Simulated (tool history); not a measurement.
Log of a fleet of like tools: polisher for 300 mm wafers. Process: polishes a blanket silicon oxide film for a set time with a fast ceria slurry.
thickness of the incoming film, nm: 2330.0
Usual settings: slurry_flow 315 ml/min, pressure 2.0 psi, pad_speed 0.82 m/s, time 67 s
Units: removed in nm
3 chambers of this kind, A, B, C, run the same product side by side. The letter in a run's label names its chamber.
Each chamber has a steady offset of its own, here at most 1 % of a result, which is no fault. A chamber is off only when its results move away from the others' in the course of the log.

| run | hour | slurry_flow | pressure | pad_speed | time | wafers polished on this pad | hours since the slurry nozzle was cleaned | hours since the head pressure was calibrated | removed |
|---|---|---|---|---|---|---|---|---|---|
|  | 0.6 | chamber C: worn pad replaced by a new one |
|  | 7.9 | chamber A: head pressure recalibrated |
| 1B | 8.5 | 315 | 2.0 | 0.82 | 67 | 91 | 463.5 | 918.3 | 512.23 |
|  | 10.6 | chamber A: worn pad replaced by a new one |
| 2C | 15.0 | 315 | 2.0 | 0.82 | 67 | 142 | 151.9 | 214.4 | 523.15 |
| 3A | 22.1 | 315 | 2.0 | 0.82 | 67 | 114 | 217.8 | 14.3 | 525.87 |
| 4A | 31.5 | 315 | 2.0 | 0.82 | 67 | 207 | 227.2 | 23.7 | 526.98 |
| 5B | 38.6 | 315 | 2.0 | 0.82 | 67 | 388 | 493.6 | 948.4 | 519.05 |
| 6C | 47.1 | 315 | 2.0 | 0.82 | 67 | 459 | 184.0 | 246.5 | 532.37 |
| 7B | 52.8 | 315 | 2.0 | 0.82 | 67 | 528 | 507.8 | 962.6 | 519.90 |
| 8C | 58.2 | 315 | 2.0 | 0.82 | 67 | 568 | 195.1 | 257.6 | 527.92 |
| 9A | 65.8 | 315 | 2.0 | 0.98 | 67 | 545 | 261.5 | 58.0 | 628.90 |
|  | 70.3 | chamber A: worn pad replaced by a new one |
| 10B | 74.5 | 315 | 2.0 | 0.98 | 67 | 742 | 529.5 | 984.3 | 618.98 |
|  | 78.4 | chamber C: worn pad replaced by a new one |
|  | 80.9 | chamber B: worn pad replaced by a new one |
| 11C | 82.6 | 315 | 2.0 | 0.98 | 67 | 41 | 219.5 | 282.0 | 636.92 |
| 12A | 89.4 | 315 | 2.0 | 0.82 | 67 | 189 | 285.1 | 81.6 | 528.56 |
| 13C | 95.8 | 315 | 2.0 | 0.82 | 67 | 171 | 232.7 | 295.2 | 535.30 |
| 14B | 105.0 | 315 | 2.0 | 0.82 | 67 | 237 | 560.0 | 1014.8 | 520.65 |
| 15A | 112.5 | 315 | 2.0 | 0.82 | 67 | 417 | 308.2 | 104.7 | 528.68 |
| 16A | 117.8 | 315 | 2.0 | 0.82 | 67 | 469 | 313.5 | 110.0 | 522.25 |
| 17B | 125.4 | 315 | 2.0 | 0.82 | 67 | 439 | 580.4 | 1035.2 | 523.55 |
| 18C | 131.2 | 315 | 2.0 | 0.82 | 67 | 520 | 268.1 | 330.6 | 545.09 |
| 19B | 135.5 | 315 | 2.0 | 0.82 | 67 | 538 | 590.5 | 1045.3 | 525.80 |
| 20C | 142.8 | 315 | 2.0 | 0.82 | 67 | 635 | 279.7 | 342.2 | 551.04 |
|  | 145.2 | chamber A: worn pad replaced by a new one |
| 21A | 151.3 | 315 | 2.0 | 0.82 | 67 | 60 | 347.0 | 143.5 | 527.10 |
| 22B | 155.5 | 315 | 2.0 | 0.82 | 67 | 735 | 610.5 | 1065.3 | 518.91 |
|  | 161.9 | chamber C: worn pad replaced by a new one |
| 23A | 164.1 | 315 | 2.0 | 0.82 | 67 | 187 | 359.8 | 156.3 | 528.87 |
| 24C | 169.3 | 315 | 2.0 | 0.82 | 67 | 73 | 306.2 | 368.7 | 558.66 |

Next, every chamber runs the same settings. What will each give?
| 25A | 176.0 | 315 | 1.5 | 0.82 | 67 |  |  |  | ? |
| 25B | 176.0 | 315 | 1.5 | 0.82 | 67 |  |  |  | ? |
| 25C | 176.0 | 315 | 1.5 | 0.82 | 67 |  |  |  | ? |

| run | removed |
|---|---|
| 25A | 401.19 |
| 25B | 390.44 |
| 25C | 423.09 |

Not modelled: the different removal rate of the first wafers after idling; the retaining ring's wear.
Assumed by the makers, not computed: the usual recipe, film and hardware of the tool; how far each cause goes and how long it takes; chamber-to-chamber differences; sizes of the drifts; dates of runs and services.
